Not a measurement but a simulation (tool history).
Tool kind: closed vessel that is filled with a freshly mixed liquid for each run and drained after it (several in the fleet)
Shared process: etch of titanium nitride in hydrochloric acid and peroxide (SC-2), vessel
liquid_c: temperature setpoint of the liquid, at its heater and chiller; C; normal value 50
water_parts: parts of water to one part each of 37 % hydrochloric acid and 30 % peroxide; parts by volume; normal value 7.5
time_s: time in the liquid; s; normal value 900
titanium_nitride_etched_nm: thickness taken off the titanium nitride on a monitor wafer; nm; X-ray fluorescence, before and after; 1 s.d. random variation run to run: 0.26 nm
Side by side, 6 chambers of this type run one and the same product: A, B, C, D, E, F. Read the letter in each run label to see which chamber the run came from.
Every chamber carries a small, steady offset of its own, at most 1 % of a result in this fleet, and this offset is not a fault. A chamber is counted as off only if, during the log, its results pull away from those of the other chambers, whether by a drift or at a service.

| run | hour | liquid_c | water_parts | time_s | read-back film thickness of the titanium nitride reference wafer, read on the same gauge (nm) | titanium_nitride_etched_nm |
|---|---|---|---|---|---|---|
|  | 8.1 | chamber A: chemicals flow meter replaced |
| 1F | 9.5 | 50 | 7.5 | 900 | 119.93 | 35.406 |
| 2B | 16.4 | 50 | 7.5 | 900 | 119.98 | 35.981 |
| 3E | 29.5 | 50 | 7.5 | 900 | 120.01 | 36.313 |
| 4A | 39.4 | 50 | 7.5 | 900 | 120 | 35.716 |
| 5D | 45.1 | 50 | 7.5 | 900 | 120.01 | 35.347 |
| 6C | 56.3 | 50 | 9.5 | 900 | 120.01 | 29.583 |
| 7C | 62.1 | 50 | 9.5 | 900 | 119.99 | 29.2 |
| 8A | 73.1 | 50 | 9.5 | 900 | 119.96 | 29.315 |
| 9B | 80.4 | 50 | 9.5 | 900 | 120.02 | 29.213 |
| 10F | 91.1 | 50 | 9.5 | 900 | 120.01 | 29.533 |
| 11E | 96.9 | 50 | 9.5 | 900 | 120 | 29.837 |
| 12D | 107.1 | 53 | 7.5 | 900 | 120 | 43.996 |
| 13A | 120.1 | 53 | 7.5 | 900 | 120.06 | 43.388 |
| 14F | 133 | 53 | 7.5 | 900 | 120.03 | 42.748 |
|  | 138.6 | chamber E: chemicals flow meter replaced |
| 15B | 145.5 | 53 | 7.5 | 900 | 119.95 | 43.807 |
| 16C | 154.8 | 53 | 7.5 | 900 | 120.01 | 43.164 |
| 17E | 163.3 | 53 | 7.5 | 900 | 119.97 | 43.767 |
| 18D | 173.5 | 50 | 7.5 | 900 | 119.99 | 36.581 |
|  | 180.6 | chamber D: new drum of peroxide connected |
| 19E | 182.8 | 50 | 7.5 | 900 | 120.02 | 35.602 |
|  | 185.5 | chamber F: new drum of peroxide connected |
| 20C | 193.2 | 50 | 7.5 | 900 | 120.02 | 35.994 |
| 21A | 199.9 | 50 | 7.5 | 900 | 120.02 | 35.656 |
|  | 206.1 | chamber C: thermometer replaced |
| 22B | 208 | 50 | 7.5 | 900 | 120 | 35.345 |
|  | 208.8 | chamber F: thermometer replaced |
| 23F | 220.5 | 50 | 7.5 | 900 | 120 | 35.404 |
| 24D | 228.3 | 50 | 7.5 | 380 | 119.98 | 15.811 |
|  | 235.7 | chamber E: new drum of peroxide connected |
| 25C | 238.8 | 50 | 7.5 | 380 | 120.01 | 15.069 |
| 26A | 251.1 | 50 | 7.5 | 380 | 119.92 | 15.017 |
| 27D | 262.7 | 50 | 7.5 | 380 | 120.05 | 15.645 |
| 28E | 275.6 | 50 | 7.5 | 380 | 120.04 | 15.077 |
| 29F | 283.5 | 50 | 7.5 | 380 | 119.99 | 14.857 |
| 30B | 289.8 | 50 | 7.5 | 900 | 119.98 | 35.49 |
| 31B | 300.6 | 50 | 7.5 | 900 | 119.96 | 35.377 |
| 32E | 306.8 | 50 | 7.5 | 1290 | 119.99 | 51.131 |
| 33A | 319.6 | 50 | 7.5 | 1290 | 119.99 | 50.829 |
| 34C | 332.6 | 50 | 7.5 | 1290 | 120 | 50.934 |
| 35D | 340.7 | 50 | 7.5 | 1290 | 120.01 | 54.56 |
| 36F | 351.2 | 50 | 7.5 | 1290 | 119.98 | 51.809 |
| 37F | 361.9 | 50 | 7.5 | 1290 | 120.01 | 51.232 |

For the next run the whole fleet of 6 chambers uses the same settings. Give each chamber's results:
| 38A | 371.4 | 50 | 7.5 | 900 |  | ? |
| 38B | 371.4 | 50 | 7.5 | 900 |  | ? |
| 38C | 371.4 | 50 | 7.5 | 900 |  | ? |
| 38D | 371.4 | 50 | 7.5 | 900 |  | ? |
| 38E | 371.4 | 50 | 7.5 | 900 |  | ? |
| 38F | 371.4 | 50 | 7.5 | 900 |  | ? |

| run | titanium_nitride_etched_nm |
|---|---|
| 38A | 35.689 |
| 38B | 35.687 |
| 38C | 35.384 |
| 38D | 38.583 |
| 38E | 35.466 |
| 38F | 35.796 |
